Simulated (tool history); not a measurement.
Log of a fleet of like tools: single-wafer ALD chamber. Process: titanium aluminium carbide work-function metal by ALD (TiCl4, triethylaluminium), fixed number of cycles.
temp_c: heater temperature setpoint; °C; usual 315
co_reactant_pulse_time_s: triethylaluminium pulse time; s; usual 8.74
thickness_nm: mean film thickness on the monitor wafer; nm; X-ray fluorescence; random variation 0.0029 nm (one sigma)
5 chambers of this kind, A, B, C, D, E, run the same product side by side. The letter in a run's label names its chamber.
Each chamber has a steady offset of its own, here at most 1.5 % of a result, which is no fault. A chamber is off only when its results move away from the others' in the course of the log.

run,day,temp_c,co_reactant_pulse_time_s,"read-back reference wafer on the same gauge, thickness_nm",thickness_nm
1C,0.146,315,8.74,2.4703,2.0775
2A,0.342,315,8.74,2.4691,2.0894
3D,0.617,315,8.74,2.4696,2.0888
4B,0.921,315,8.74,2.4688,2.0820
5E,1.150,315,8.74,2.4681,2.1129
6E,1.333,315,8.74,2.4670,2.1178
7D,1.479,315,8.74,2.4674,2.0797
8B,1.775,315,8.74,2.4673,2.0768
9A,2.096,315,8.74,2.4669,2.0840
10C,2.258,315,8.74,2.4666,2.0840
11B,2.504,315,8.74,2.4665,2.0744
12D,2.733,315,8.74,2.4656,2.0831
13C,3.008,315,8.74,2.4655,2.0792
14A,3.288,315,8.74,2.4652,2.0806
15E,3.583,321,8.74,2.4645,2.1706
16E,3.721,321,8.74,2.4641,2.1707
17A,3.971,321,8.74,2.4639,2.1268
18B,4.267,321,8.74,2.4643,2.1282
19C,4.533,321,8.74,2.4632,2.1267
20D,4.846,315,8.74,2.4626,2.0825
# day 4.850: chamber C: triethylaluminium bottle replaced
21B,5.108,315,8.74,2.4614,2.0740
22E,5.417,315,8.74,2.4622,2.1143
23A,5.700,315,8.74,2.4611,2.0764
24D,5.879,315,8.74,2.4607,2.0794
25C,6.079,315,8.74,2.4606,2.0779
26B,6.288,315,8.74,2.4609,2.0765
27E,6.554,315,8.74,2.4598,2.1093
28D,6.738,315,8.74,2.4600,2.0776
29A,7.042,315,8.74,2.4596,2.0767
30C,7.208,315,8.74,2.4590,2.0747
31D,7.396,315,8.74,2.4597,2.0763
32A,7.667,315,8.74,2.4592,2.0739
33E,7.975,315,8.74,2.4586,2.1135
34B,8.167,315,8.74,2.4569,2.0719
35C,8.350,315,8.74,2.4579,2.0806
36B,8.571,315,8.74,2.4571,2.0715
37D,8.808,315,8.74,2.4564,2.0787
38C,9.079,315,8.74,2.4559,2.0763

All 5 chambers run these settings next. Forecast each chamber's results:
39A,9.308,321,8.74,,?
39B,9.308,321,8.74,,?
39C,9.308,321,8.74,,?
39D,9.308,321,8.74,,?
39E,9.308,321,8.74,,?

run,thickness_nm
39A,2.1215
39B,2.1244
39C,2.1256
39D,2.1248
39E,2.1598
